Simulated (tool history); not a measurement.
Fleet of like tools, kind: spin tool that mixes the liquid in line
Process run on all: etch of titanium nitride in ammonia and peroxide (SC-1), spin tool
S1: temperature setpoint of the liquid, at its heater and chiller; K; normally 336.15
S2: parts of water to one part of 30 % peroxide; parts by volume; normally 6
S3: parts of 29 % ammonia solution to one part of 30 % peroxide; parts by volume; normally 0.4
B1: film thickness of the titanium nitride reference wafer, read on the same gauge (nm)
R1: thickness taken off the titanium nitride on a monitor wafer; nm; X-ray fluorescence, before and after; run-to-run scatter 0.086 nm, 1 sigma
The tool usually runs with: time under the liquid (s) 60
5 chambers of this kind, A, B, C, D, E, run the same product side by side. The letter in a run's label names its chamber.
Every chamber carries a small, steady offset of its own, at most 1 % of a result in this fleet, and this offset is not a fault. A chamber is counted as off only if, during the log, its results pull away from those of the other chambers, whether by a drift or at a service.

run 1D hour=12 | S1=336.15 S2=6 S3=0.4 time_under_the_liquid_(s)=60 | B1=69.995 | R1=12.977
run 2B hour=21.1 | S1=336.15 S2=6 S3=0.4 time_under_the_liquid_(s)=60 | B1=70 | R1=13.1
run 3E hour=33.9 | S1=336.15 S2=6 S3=0.4 time_under_the_liquid_(s)=60 | B1=69.995 | R1=12.998
run 4A hour=43 | S1=336.15 S2=6 S3=0.4 time_under_the_liquid_(s)=60 | B1=70 | R1=13.118
run 5C hour=58 | S1=336.15 S2=6 S3=0.4 time_under_the_liquid_(s)=60 | B1=70.008 | R1=13.148
run 6B hour=68.8 | S1=336.15 S2=6 S3=0.4 time_under_the_liquid_(s)=60 | B1=69.992 | R1=13.017
run 7D hour=77.2 | S1=336.15 S2=6 S3=0.4 time_under_the_liquid_(s)=60 | B1=69.986 | R1=13.016
run 8E hour=92.2 | S1=336.15 S2=6 S3=0.4 time_under_the_liquid_(s)=60 | B1=69.99 | R1=13.015
run 9A hour=100 | S1=336.15 S2=6 S3=0.4 time_under_the_liquid_(s)=60 | B1=70.02 | R1=13.001
run 10C hour=112.1 | S1=336.15 S2=6 S3=0.4 time_under_the_liquid_(s)=60 | B1=70.013 | R1=13.087
run 11A hour=126.5 | S1=336.15 S2=6 S3=0.4 time_under_the_liquid_(s)=60 | B1=69.995 | R1=12.977
run 12C hour=135.3 | S1=336.15 S2=6 S3=0.4 time_under_the_liquid_(s)=60 | B1=69.994 | R1=13.184
run 13B hour=142.7 | S1=336.15 S2=6 S3=0.4 time_under_the_liquid_(s)=60 | B1=70.005 | R1=13.056
run 14E hour=158.9 | S1=336.15 S2=6 S3=0.4 time_under_the_liquid_(s)=60 | B1=69.994 | R1=12.827
run 15D hour=168.5 | S1=336.15 S2=6 S3=0.4 time_under_the_liquid_(s)=60 | B1=69.97 | R1=12.932
run 16C hour=183.9 | S1=336.15 S2=6 S3=0.4 time_under_the_liquid_(s)=60 | B1=69.998 | R1=13.269
run 17A hour=198.1 | S1=336.15 S2=6 S3=0.4 time_under_the_liquid_(s)=60 | B1=69.991 | R1=12.619
run 18E hour=210.5 | S1=336.15 S2=6 S3=0.4 time_under_the_liquid_(s)=60 | B1=69.99 | R1=12.958
run 19B hour=224.3 | S1=336.15 S2=6 S3=0.4 time_under_the_liquid_(s)=60 | B1=70.021 | R1=13.055
run 20D hour=234.3 | S1=336.15 S2=6 S3=0.4 time_under_the_liquid_(s)=60 | B1=70.001 | R1=12.977
run 21A hour=245.3 | S1=336.15 S2=6 S3=0.4 time_under_the_liquid_(s)=60 | B1=69.986 | R1=12.579
-- hour=254.2 chamber B: new drum of ammonia solution connected
run 22B hour=261.3 | S1=336.15 S2=6 S3=0.4 time_under_the_liquid_(s)=60 | B1=70.001 | R1=13.051
run 23C hour=271.3 | S1=336.15 S2=6 S3=0.4 time_under_the_liquid_(s)=60 | B1=69.982 | R1=13.094
run 24D hour=279.1 | S1=336.15 S2=6 S3=0.4 time_under_the_liquid_(s)=45 | B1=70.011 | R1=9.801
run 25E hour=290 | S1=336.15 S2=6 S3=0.4 time_under_the_liquid_(s)=45 | B1=70.004 | R1=9.7163
run 26D hour=297.9 | S1=336.15 S2=6 S3=0.4 time_under_the_liquid_(s)=45 | B1=70.01 | R1=9.7588
run 27C hour=308.8 | S1=336.15 S2=6 S3=0.4 time_under_the_liquid_(s)=45 | B1=70.005 | R1=9.9324
-- hour=311.6 chamber A: new drum of ammonia solution connected
run 28A hour=320.7 | S1=336.15 S2=6 S3=0.4 time_under_the_liquid_(s)=45 | B1=69.998 | R1=9.3227
run 29B hour=330.9 | S1=336.15 S2=6 S3=0.4 time_under_the_liquid_(s)=60 | B1=70.004 | R1=13.021
run 30E hour=339.4 | S1=336.15 S2=6 S3=0.4 time_under_the_liquid_(s)=60 | B1=69.977 | R1=13.085
-- hour=343.7 chamber D: ammonia flow meter replaced
-- hour=346.6 chamber D: new drum of ammonia solution connected
run 31B hour=350.1 | S1=336.15 S2=6 S3=0.4 time_under_the_liquid_(s)=60 | B1=69.98 | R1=13.109
run 32D hour=357.7 | S1=336.15 S2=6 S3=0.4 time_under_the_liquid_(s)=60 | B1=70.006 | R1=13.065
run 33A hour=367.6 | S1=341.65 S2=6 S3=0.5 time_under_the_liquid_(s)=60 | B1=69.997 | R1=18.058
run 34E hour=380.3 | S1=341.65 S2=6 S3=0.5 time_under_the_liquid_(s)=60 | B1=70.002 | R1=19.3

One chamber off, gauge drift, or nothing amiss beyond the chambers' own small offsets? If it is a chamber, which one, and what is the likeliest cause?

It is chamber A that slowly wanders off from its peers.
Most likely cause: liquid colder than its thermometer reads (K) = 0.956.
The log may not separate it from: temperature lost on the way to the wafer (K).

Chamber A could run next with any of the 4 candidate recipes listed below; each alters the usual settings, and their results appear as question marks. Which one brings its results back in line with what the other chambers deliver on the usual settings?
In line means no further than this from the other chambers' mean on the usual settings: R1 0.3 nm
run 35A-1 hour=392 | S1=337.15 S2=6 S3=0.4 time_under_the_liquid_(s)=60 | R1=?
run 35A-2 hour=392 | S1=336.15 S2=5 S3=0.45 time_under_the_liquid_(s)=60 | R1=?
run 35A-3 hour=392 | S1=335.15 S2=6 S3=0.4 time_under_the_liquid_(s)=60 | R1=?
run 35A-4 hour=392 | S1=336.15 S2=7 S3=0.35 time_under_the_liquid_(s)=60 | R1=?

Other chambers, usual settings, mean: R1 13.028 nm
run=35A-1 R1=13.075
run=35A-2 R1=13.634
run=35A-3 R1=11.493
run=35A-4 R1=11.109
Change 35A-1 lands the chamber within the allowed miss of the other chambers.
